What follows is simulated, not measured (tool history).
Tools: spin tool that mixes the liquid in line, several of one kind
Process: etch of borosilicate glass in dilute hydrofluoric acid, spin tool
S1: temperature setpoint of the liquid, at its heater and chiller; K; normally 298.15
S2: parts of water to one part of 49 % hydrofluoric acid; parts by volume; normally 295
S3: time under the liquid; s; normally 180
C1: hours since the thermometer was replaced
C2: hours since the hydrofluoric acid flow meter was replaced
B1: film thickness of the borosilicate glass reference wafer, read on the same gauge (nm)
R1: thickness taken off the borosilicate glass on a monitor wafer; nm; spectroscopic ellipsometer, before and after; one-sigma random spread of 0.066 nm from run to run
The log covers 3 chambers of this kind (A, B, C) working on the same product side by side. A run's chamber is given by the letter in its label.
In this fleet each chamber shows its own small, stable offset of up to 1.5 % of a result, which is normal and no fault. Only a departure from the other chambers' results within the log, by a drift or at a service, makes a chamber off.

run,hour,S1,S2,S3,C1,C2,B1,R1
1A,10.1,298.15,295,180,2332.1,751.3,70.016,14.65
2C,16.5,298.15,295,180,25.5,234.8,70.025,14.651
3B,23.9,298.15,295,180,130.1,372.6,70.026,14.564
4B,32.7,298.15,295,180,138.9,381.4,69.97,14.561
5A,43.5,298.15,295,180,2365.5,784.7,70.019,14.71
6C,55.5,298.15,295,180,64.5,273.8,70.013,14.707
7C,70,298.15,295,180,79,288.3,70.042,14.688
8B,80.5,298.15,295,180,186.7,429.2,69.975,14.409
9A,94,298.15,295,180,2416,835.2,69.995,14.597
10B,106.2,298.15,295,180,212.4,454.9,69.982,14.368
11A,113,298.15,295,180,2435,854.2,69.981,14.705
12C,122.8,298.15,295,180,131.8,341.1,70.003,14.675
13B,130.6,298.15,295,180,236.8,479.3,70.018,14.112
14C,141.6,298.15,295,180,150.6,359.9,70.003,14.593
15A,154,298.15,295,180,2476,895.2,70.024,14.677
16B,166,298.15,295,180,272.2,514.7,70.035,13.855
17C,175.6,298.15,295,180,184.6,393.9,70.007,14.671
18A,188.7,298.15,295,180,2510.7,929.9,70.01,14.706
19B,195.9,298.15,295,180,302.1,544.6,69.997,13.799
20A,203.6,298.15,295,180,2525.6,944.8,70.014,14.787

The same settings go to every chamber for the next run, one line per chamber below. Forecast the results for each:
21A,214,298.15,295,180,,,,?
21B,214,298.15,295,180,,,,?
21C,214,298.15,295,180,,,,?

run,R1
21A,14.651
21B,13.66
21C,14.754
